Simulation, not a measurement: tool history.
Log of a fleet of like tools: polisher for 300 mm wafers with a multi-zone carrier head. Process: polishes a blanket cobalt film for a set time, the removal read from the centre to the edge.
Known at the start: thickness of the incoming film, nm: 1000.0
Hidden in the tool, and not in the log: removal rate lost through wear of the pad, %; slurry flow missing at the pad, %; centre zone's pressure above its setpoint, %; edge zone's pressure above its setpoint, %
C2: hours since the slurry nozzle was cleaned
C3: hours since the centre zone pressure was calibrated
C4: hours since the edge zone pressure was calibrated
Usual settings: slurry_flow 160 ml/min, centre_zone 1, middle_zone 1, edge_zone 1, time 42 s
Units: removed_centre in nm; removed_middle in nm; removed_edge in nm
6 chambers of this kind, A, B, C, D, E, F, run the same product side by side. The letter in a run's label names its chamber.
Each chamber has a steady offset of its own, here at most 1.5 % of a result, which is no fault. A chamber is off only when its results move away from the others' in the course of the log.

At day 0.004: chamber E: slurry nozzle cleaned.
At day 0.325: chamber C: worn pad replaced by a new one.
Run 1E, day 0.529: usual settings; wafers polished on this pad 664; C2 12.6; C3 559.1; C4 216.1. Result: removed_centre 222.99 nm, removed_middle 226.18 nm, removed_edge 226.23 nm.
At day 0.542: chamber A: worn pad replaced by a new one.
Run 2C, day 0.912: usual settings; wafers polished on this pad 181; C2 84.5; C3 406.1; C4 422.5. Result: removed_centre 222.5 nm, removed_middle 230.61 nm, removed_edge 224.05 nm.
At day 1.075: chamber E: worn pad replaced by a new one.
Run 3A, day 1.383: usual settings; wafers polished on this pad 259; C2 48; C3 180.1; C4 351.1. Result: removed_centre 224.67 nm, removed_middle 227.25 nm, removed_edge 224 nm.
At day 1.412: chamber F: worn pad replaced by a new one.
Run 4D, day 1.654: usual settings; wafers polished on this pad 985; C2 285.4; C3 911.5; C4 224.5. Result: removed_centre 224.98 nm, removed_middle 234.51 nm, removed_edge 233.89 nm.
At day 2.167: chamber F: edge zone pressure recalibrated.
Run 5B, day 2.175: usual settings; wafers polished on this pad 1172; C2 368.3; C3 558.8; C4 347.6. Result: removed_centre 229.68 nm, removed_middle 225.78 nm, removed_edge 230.66 nm.
At day 2.229: chamber B: worn pad replaced by a new one.
Run 6F, day 2.55: usual settings; wafers polished on this pad 350; C2 197.1; C3 433.1; C4 9.2. Result: removed_centre 226.08 nm, removed_middle 226.99 nm, removed_edge 224.14 nm.
Run 7E, day 2.908: usual settings; wafers polished on this pad 563; C2 69.7; C3 616.2; C4 273.2. Result: removed_centre 223.67 nm, removed_middle 228.76 nm, removed_edge 233.4 nm.
At day 3.3: chamber C: worn pad replaced by a new one.
Run 8C, day 3.442: usual settings; wafers polished on this pad 43; C2 145.2; C3 466.8; C4 483.2. Result: removed_centre 225.17 nm, removed_middle 223.96 nm, removed_edge 227.21 nm.
At day 3.546: chamber D: worn pad replaced by a new one.
At day 3.762: chamber A: worn pad replaced by a new one.
At day 3.908: chamber E: worn pad replaced by a new one.
Run 9A, day 3.921: usual settings; wafers polished on this pad 48; C2 108.9; C3 241; C4 412. Result: removed_centre 224.91 nm, removed_middle 230.8 nm, removed_edge 227.38 nm.
Run 10D, day 4.225: usual settings; wafers polished on this pad 208; C2 347.1; C3 973.2; C4 286.2. Result: removed_centre 227.98 nm, removed_middle 230.1 nm, removed_edge 228.6 nm.
At day 4.471: chamber F: worn pad replaced by a new one.
Run 11B, day 4.588: usual settings; wafers polished on this pad 725; C2 426.2; C3 616.7; C4 405.5. Result: removed_centre 226.4 nm, removed_middle 224.19 nm, removed_edge 226.31 nm.
Run 12F, day 4.992: usual settings; wafers polished on this pad 161; C2 255.7; C3 491.7; C4 67.8. Result: removed_centre 227.78 nm, removed_middle 227.18 nm, removed_edge 225.06 nm.
At day 5.083: chamber D: slurry nozzle cleaned.
At day 5.229: chamber E: centre zone pressure recalibrated.
At day 5.292: chamber B: worn pad replaced by a new one.
Run 13E, day 5.358: usual settings; wafers polished on this pad 446; C2 128.5; C3 3.1; C4 332. Result: removed_centre 224.5 nm, removed_middle 229.06 nm, removed_edge 224.57 nm.
Run 14F, day 5.688: usual settings but centre_zone 0.9, edge_zone 1.08; wafers polished on this pad 374; C2 272.4; C3 508.4; C4 84.5. Result: removed_centre 203.95 nm, removed_middle 226.95 nm, removed_edge 237.03 nm.
Run 15A, day 6.133: usual settings but centre_zone 0.9, edge_zone 1.08; wafers polished on this pad 728; C2 162; C3 294.1; C4 465.1. Result: removed_centre 200.22 nm, removed_middle 228.68 nm, removed_edge 235.97 nm.
At day 6.438: chamber C: worn pad replaced by a new one.
At day 6.642: chamber E: worn pad replaced by a new one.
Run 16B, day 6.675: usual settings but centre_zone 0.9, edge_zone 1.08; wafers polished on this pad 426; C2 476.3; C3 666.8; C4 455.6. Result: removed_centre 203.22 nm, removed_middle 227 nm, removed_edge 238.05 nm.
At day 6.746: chamber A: worn pad replaced by a new one.
Run 17D, day 7.25: usual settings but centre_zone 0.9, edge_zone 1.08; wafers polished on this pad 1138; C2 52; C3 1045.8; C4 358.8. Result: removed_centre 202.22 nm, removed_middle 230.54 nm, removed_edge 242.02 nm.
At day 7.467: chamber D: worn pad replaced by a new one.
Run 18C, day 7.621: usual settings but centre_zone 0.9, edge_zone 1.08; wafers polished on this pad 363; C2 245.5; C3 567.1; C4 583.5. Result: removed_centre 198.93 nm, removed_middle 227.09 nm, removed_edge 242.82 nm.
At day 7.854: chamber F: worn pad replaced by a new one.
At day 7.996: chamber B: slurry nozzle cleaned.
Run 19C, day 8.046: usual settings but centre_zone 0.9, edge_zone 1.08; wafers polished on this pad 494; C2 255.7; C3 577.3; C4 593.7. Result: removed_centre 198.98 nm, removed_middle 222.39 nm, removed_edge 233.92 nm.
Run 20D, day 8.321: usual settings; wafers polished on this pad 262; C2 77.7; C3 1071.5; C4 384.5. Result: removed_centre 225.76 nm, removed_middle 232.94 nm, removed_edge 231.79 nm.
Run 21F, day 8.704: usual settings; wafers polished on this pad 261; C2 344.8; C3 580.8; C4 156.9. Result: removed_centre 224.83 nm, removed_middle 223.71 nm, removed_edge 227.56 nm.
At day 9.008: chamber B: worn pad replaced by a new one.
Run 22E, day 9.067: usual settings; wafers polished on this pad 745; C2 217.5; C3 92.1; C4 421. Result: removed_centre 224.87 nm, removed_middle 230.11 nm, removed_edge 221.31 nm.
Run 23B, day 9.408: usual settings; wafers polished on this pad 122; C2 34; C3 732.4; C4 521.2. Result: removed_centre 227.5 nm, removed_middle 228.21 nm, removed_edge 235.44 nm.
At day 9.462: chamber A: worn pad replaced by a new one.
At day 9.583: chamber C: worn pad replaced by a new one.
Run 24A, day 9.746: usual settings; wafers polished on this pad 87; C2 248.7; C3 380.8; C4 551.8. Result: removed_centre 223.7 nm, removed_middle 227.07 nm, removed_edge 226.43 nm.
At day 9.892: chamber E: worn pad replaced by a new one.
Run 25A, day 10.275: usual settings; wafers polished on this pad 250; C2 261.4; C3 393.5; C4 564.5. Result: removed_centre 224.15 nm, removed_middle 229.33 nm, removed_edge 220.55 nm.
Run 26D, day 10.567: usual settings; wafers polished on this pad 952; C2 131.6; C3 1125.4; C4 438.4. Result: removed_centre 228.46 nm, removed_middle 232.54 nm, removed_edge 228.56 nm.
Run 27E, day 10.862: usual settings; wafers polished on this pad 299; C2 260.6; C3 135.2; C4 464.1. Result: removed_centre 225.68 nm, removed_middle 224.93 nm, removed_edge 225.97 nm.
At day 10.904: chamber F: worn pad replaced by a new one.
At day 10.979: chamber E: edge zone pressure recalibrated.
Run 28F, day 11.392: usual settings; wafers polished on this pad 150; C2 409.3; C3 645.3; C4 221.4. Result: removed_centre 226.35 nm, removed_middle 226.83 nm, removed_edge 227.01 nm.
Run 29C, day 11.912: usual settings; wafers polished on this pad 715; C2 348.5; C3 670.1; C4 686.5. Result: removed_centre 223.37 nm, removed_middle 224.88 nm, removed_edge 227.78 nm.
At day 12.062: chamber A: worn pad replaced by a new one.
At day 12.117: chamber D: worn pad replaced by a new one.
Run 30B, day 12.171: usual settings; wafers polished on this pad 971; C2 100.3; C3 798.7; C4 587.5. Result: removed_centre 228.45 nm, removed_middle 228.88 nm, removed_edge 229.86 nm.
At day 12.504: chamber B: worn pad replaced by a new one.
At day 12.642: chamber C: slurry nozzle cleaned.
Run 31A, day 12.758: usual settings; wafers polished on this pad 214; C2 321; C3 453.1; C4 624.1. Result: removed_centre 222.76 nm, removed_middle 228.81 nm, removed_edge 226.91 nm.
At day 12.783: chamber E: worn pad replaced by a new one.
At day 12.842: chamber C: worn pad replaced by a new one.
Run 32E, day 13.108: usual settings; wafers polished on this pad 101; C2 314.5; C3 189.1; C4 51.2. Result: removed_centre 226.49 nm, removed_middle 228.52 nm, removed_edge 228.58 nm.
Run 33D, day 13.379: usual settings but centre_zone 0.94, middle_zone 1.06; wafers polished on this pad 388; C2 199.1; C3 1192.9; C4 505.9. Result: removed_centre 213.69 nm, removed_middle 239.92 nm, removed_edge 228.77 nm.
Run 34C, day 13.658: usual settings but centre_zone 0.94, middle_zone 1.06; wafers polished on this pad 250; C2 24.4; C3 712; C4 728.4. Result: removed_centre 210.25 nm, removed_middle 237.05 nm, removed_edge 224.19 nm.
At day 13.95: chamber F: worn pad replaced by a new one.
Run 35B, day 13.962: usual settings but centre_zone 0.94, middle_zone 1.06; wafers polished on this pad 448; C2 143.3; C3 841.7; C4 630.5. Result: removed_centre 214.09 nm, removed_middle 241.33 nm, removed_edge 228.6 nm.
Run 36F, day 14.425: usual settings but centre_zone 0.94, middle_zone 1.06; wafers polished on this pad 146; C2 482.1; C3 718.1; C4 294.2. Result: removed_centre 212.26 nm, removed_middle 238.68 nm, removed_edge 231.44 nm.
Run 37E, day 14.979: usual settings but centre_zone 0.94, middle_zone 1.06; wafers polished on this pad 675; C2 359.4; C3 234; C4 96.1. Result: removed_centre 210.85 nm, removed_middle 237.55 nm, removed_edge 225.61 nm.

All 6 chambers run these settings next. Forecast each chamber's results:
Run 38A, day 15.404: usual settings but centre_zone 1.07. Result: removed_centre ?, removed_middle ?, removed_edge ?.
Run 38B, day 15.404: usual settings but centre_zone 1.07. Result: removed_centre ?, removed_middle ?, removed_edge ?.
Run 38C, day 15.404: usual settings but centre_zone 1.07. Result: removed_centre ?, removed_middle ?, removed_edge ?.
Run 38D, day 15.404: usual settings but centre_zone 1.07. Result: removed_centre ?, removed_middle ?, removed_edge ?.
Run 38E, day 15.404: usual settings but centre_zone 1.07. Result: removed_centre ?, removed_middle ?, removed_edge ?.
Run 38F, day 15.404: usual settings but centre_zone 1.07. Result: removed_centre ?, removed_middle ?, removed_edge ?.

run  removed_centre  removed_middle  removed_edge
38A          243.07          226.88        230.84
38B          245.52          221.86        224.17
38C          240.68          223.24        222.06
38D          243.05          231.27        227.48
38E          243.71          228.99        228.19
38F          242.87          229.34        222.99
